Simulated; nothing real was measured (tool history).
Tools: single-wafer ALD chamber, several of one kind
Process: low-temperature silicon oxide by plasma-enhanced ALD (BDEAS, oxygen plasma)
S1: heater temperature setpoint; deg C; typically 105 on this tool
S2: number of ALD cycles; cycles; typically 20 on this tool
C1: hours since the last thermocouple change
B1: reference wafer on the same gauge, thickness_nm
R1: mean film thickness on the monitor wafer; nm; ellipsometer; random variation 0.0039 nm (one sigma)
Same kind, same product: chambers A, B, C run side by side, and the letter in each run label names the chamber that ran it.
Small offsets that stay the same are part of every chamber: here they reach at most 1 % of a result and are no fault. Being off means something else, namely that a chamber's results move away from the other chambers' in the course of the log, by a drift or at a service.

Run 1A, hour 9.5: usual settings; C1 1145; B1 2.9894. Result: R1 2.8208 nm.
Run 2C, hour 17.3: usual settings; C1 826.3; B1 2.9907. Result: R1 2.8353 nm.
Run 3B, hour 26.6: usual settings; C1 375.5; B1 2.9909. Result: R1 2.8171 nm.
Run 4A, hour 39.3: usual settings; C1 1174.8; B1 2.9918. Result: R1 2.8258 nm.
Run 5C, hour 46.6: usual settings; C1 855.6; B1 2.9915. Result: R1 2.8376 nm.
Run 6B, hour 52.5: usual settings; C1 401.4; B1 2.9922. Result: R1 2.819 nm.
Run 7B, hour 60.4: usual settings; C1 409.3; B1 2.9921. Result: R1 2.8161 nm.
Run 8A, hour 68.9: usual settings but S1 116 deg C; C1 1204.4; B1 2.9928. Result: R1 2.771 nm.
Run 9C, hour 78: usual settings but S1 116 deg C; C1 887; B1 2.9929. Result: R1 2.7739 nm.
Run 10A, hour 87.8: usual settings but S1 116 deg C; C1 1223.3; B1 2.994. Result: R1 2.7719 nm.
Run 11B, hour 100.4: usual settings; C1 449.3; B1 2.9943. Result: R1 2.8166 nm.
Run 12C, hour 107.3: usual settings but S1 116 deg C, S2 19 cycles; C1 916.3; B1 2.9951. Result: R1 2.6416 nm.
Run 13A, hour 115.5: usual settings but S1 116 deg C, S2 19 cycles; C1 1251; B1 2.9951. Result: R1 2.6336 nm.
Run 14C, hour 128.6: usual settings but S1 116 deg C, S2 19 cycles; C1 937.6; B1 2.995. Result: R1 2.6456 nm.
Run 15B, hour 141.2: usual settings but S1 118 deg C, S2 24 cycles; C1 490.1; B1 2.9973. Result: R1 3.306 nm.
Run 16C, hour 150.9: usual settings but S1 118 deg C, S2 24 cycles; C1 959.9; B1 2.9971. Result: R1 3.3259 nm.
Run 17B, hour 156.6: usual settings but S1 118 deg C, S2 24 cycles; C1 505.5; B1 2.9967. Result: R1 3.3018 nm.
Run 18A, hour 166.9: usual settings; C1 1302.4; B1 2.9979. Result: R1 2.8321 nm.
Run 19B, hour 173.8: usual settings; C1 522.7; B1 2.9975. Result: R1 2.8199 nm.
Run 20A, hour 183.1: usual settings but S1 111 deg C, S2 17 cycles; C1 1318.6; B1 2.9971. Result: R1 2.379 nm.
Run 21C, hour 189.9: usual settings but S1 111 deg C, S2 17 cycles; C1 998.9; B1 2.9994. Result: R1 2.3843 nm.
Run 22C, hour 201.7: usual settings but S1 111 deg C, S2 17 cycles; C1 1010.7; B1 2.9988. Result: R1 2.3903 nm.
Run 23B, hour 212.1: usual settings; C1 561; B1 2.9999. Result: R1 2.8233 nm.
Run 24A, hour 219.9: usual settings; C1 1355.4; B1 3. Result: R1 2.8309 nm.
Run 25A, hour 231.1: usual settings but S2 17 cycles; C1 1366.6; B1 2.9999. Result: R1 2.4033 nm.
Run 26B, hour 240.6: usual settings but S2 17 cycles; C1 589.5; B1 3.0017. Result: R1 2.3975 nm.
Run 27C, hour 250.3: usual settings but S2 17 cycles; C1 1059.3; B1 3.0019. Result: R1 2.4195 nm.
Run 28C, hour 260: usual settings; C1 1069; B1 3.0024. Result: R1 2.8454 nm.
Run 29B, hour 265.8: usual settings; C1 614.7; B1 3.0009. Result: R1 2.8232 nm.
Run 30A, hour 271.8: usual settings but S1 98 deg C; C1 1407.3; B1 3.0033. Result: R1 2.8842 nm.
Run 31A, hour 279.8: usual settings but S1 98 deg C; C1 1415.3; B1 3.0022. Result: R1 2.8754 nm.
Run 32C, hour 287.8: usual settings but S1 98 deg C; C1 1096.8; B1 3.002. Result: R1 2.9017 nm.
Run 33B, hour 299.6: usual settings; C1 648.5; B1 3.0025. Result: R1 2.831 nm.
Run 34C, hour 308.9: usual settings; C1 1117.9; B1 3.0029. Result: R1 2.8468 nm.
Run 35B, hour 319.6: usual settings; C1 668.5; B1 3.0043. Result: R1 2.8256 nm.
Run 36A, hour 330.3: usual settings; C1 1465.8; B1 3.0041. Result: R1 2.8388 nm.
Run 37C, hour 343.2: usual settings; C1 1152.2; B1 3.0055. Result: R1 2.8509 nm.
Run 38A, hour 354.9: usual settings; C1 1490.4; B1 3.0057. Result: R1 2.8412 nm.
Run 39B, hour 365.8: usual settings; C1 714.7; B1 3.0049. Result: R1 2.831 nm.
Run 40B, hour 371.9: usual settings; C1 720.8; B1 3.0064. Result: R1 2.8291 nm.
Run 41A, hour 380: usual settings; C1 1515.5; B1 3.0062. Result: R1 2.843 nm.

Is one chamber off against the others, does the gauge drift, or is nothing wrong? If a chamber is off, say which, and what the likeliest cause is.

The shared gauge is drifting. All chambers look as if they move in step, but none is off.
What lies behind it: gauge reads high (%) = 0.569.
